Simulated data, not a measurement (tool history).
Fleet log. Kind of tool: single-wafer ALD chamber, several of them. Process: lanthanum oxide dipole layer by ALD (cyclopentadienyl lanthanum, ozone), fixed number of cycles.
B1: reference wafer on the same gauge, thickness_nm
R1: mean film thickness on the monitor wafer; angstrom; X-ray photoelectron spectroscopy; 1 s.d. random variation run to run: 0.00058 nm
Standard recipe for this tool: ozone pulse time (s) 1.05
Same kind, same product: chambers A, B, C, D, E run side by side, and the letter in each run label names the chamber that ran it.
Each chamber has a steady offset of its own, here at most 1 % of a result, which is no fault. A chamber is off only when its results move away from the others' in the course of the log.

Run 1D, day 0.408: usual settings; B1 0.43403. Result: R1 5.0997 angstrom.
At day 0.438: chamber A: ozone generator serviced.
Run 2C, day 0.658: usual settings; B1 0.43419. Result: R1 5.1196 angstrom.
Run 3B, day 1.067: usual settings; B1 0.43422. Result: R1 5.0334 angstrom.
Run 4E, day 1.392: usual settings; B1 0.43428. Result: R1 5.0421 angstrom.
Run 5A, day 1.679: usual settings; B1 0.4343. Result: R1 5.1189 angstrom.
Run 6B, day 2.012: usual settings; B1 0.43431. Result: R1 5.0239 angstrom.
Run 7D, day 2.225: usual settings; B1 0.43455. Result: R1 5.1025 angstrom.
Run 8E, day 2.621: usual settings; B1 0.43457. Result: R1 5.0523 angstrom.
Run 9A, day 2.938: usual settings; B1 0.43463. Result: R1 5.1304 angstrom.
At day 3.112: chamber C: thermocouple changed; heater temperature recalibrated.
Run 10C, day 3.262: usual settings but ozone pulse time (s) 0.79; B1 0.43471. Result: R1 4.6493 angstrom.
Run 11E, day 3.483: usual settings but ozone pulse time (s) 0.79; B1 0.43483. Result: R1 4.5839 angstrom.
Run 12D, day 3.796: usual settings but ozone pulse time (s) 0.79; B1 0.43495. Result: R1 4.6358 angstrom.
Run 13A, day 4.029: usual settings but ozone pulse time (s) 0.79; B1 0.43483. Result: R1 4.66 angstrom.
Run 14C, day 4.212: usual settings but ozone pulse time (s) 0.79; B1 0.43485. Result: R1 4.6513 angstrom.
Run 15B, day 4.579: usual settings; B1 0.43491. Result: R1 5.0305 angstrom.
Run 16B, day 4.996: usual settings but ozone pulse time (s) 1.42; B1 0.43523. Result: R1 5.3982 angstrom.
Run 17C, day 5.221: usual settings but ozone pulse time (s) 1.42; B1 0.43525. Result: R1 5.4956 angstrom.
Run 18D, day 5.4: usual settings but ozone pulse time (s) 1.42; B1 0.43511. Result: R1 5.4828 angstrom.
Run 19A, day 5.808: usual settings but ozone pulse time (s) 1.42; B1 0.43527. Result: R1 5.5 angstrom.
Run 20E, day 6.204: usual settings but ozone pulse time (s) 1.42; B1 0.43537. Result: R1 5.4256 angstrom.
Run 21E, day 6.475: usual settings; B1 0.43541. Result: R1 5.0735 angstrom.
Run 22B, day 6.658: usual settings; B1 0.43534. Result: R1 5.0449 angstrom.
Run 23A, day 6.858: usual settings but ozone pulse time (s) 1.3; B1 0.4355. Result: R1 5.4112 angstrom.
Run 24D, day 7.129: usual settings but ozone pulse time (s) 1.3; B1 0.43546. Result: R1 5.3894 angstrom.
Run 25C, day 7.396: usual settings but ozone pulse time (s) 1.3; B1 0.43553. Result: R1 5.4286 angstrom.
Run 26B, day 7.771: usual settings but ozone pulse time (s) 1.3; B1 0.43572. Result: R1 5.3211 angstrom.
Run 27D, day 8.117: usual settings but ozone pulse time (s) 1.3; B1 0.43563. Result: R1 5.3905 angstrom.
Run 28C, day 8.4: usual settings; B1 0.43588. Result: R1 5.1366 angstrom.
Run 29E, day 8.738: usual settings; B1 0.43582. Result: R1 5.0728 angstrom.
Run 30A, day 9.1: usual settings but ozone pulse time (s) 0.75; B1 0.436. Result: R1 4.582 angstrom.
Run 31E, day 9.304: usual settings but ozone pulse time (s) 0.75; B1 0.43601. Result: R1 4.4941 angstrom.

Which is it: a chamber that has drifted or been left off by a service, a gauge drift common to all chambers, or only each chamber's usual small offset? If a chamber is off, name it and its likeliest cause.

The gauge drifts, so all chambers seem to drift together. No chamber is off.
Cause: gauge reads high (%) = 0.471.
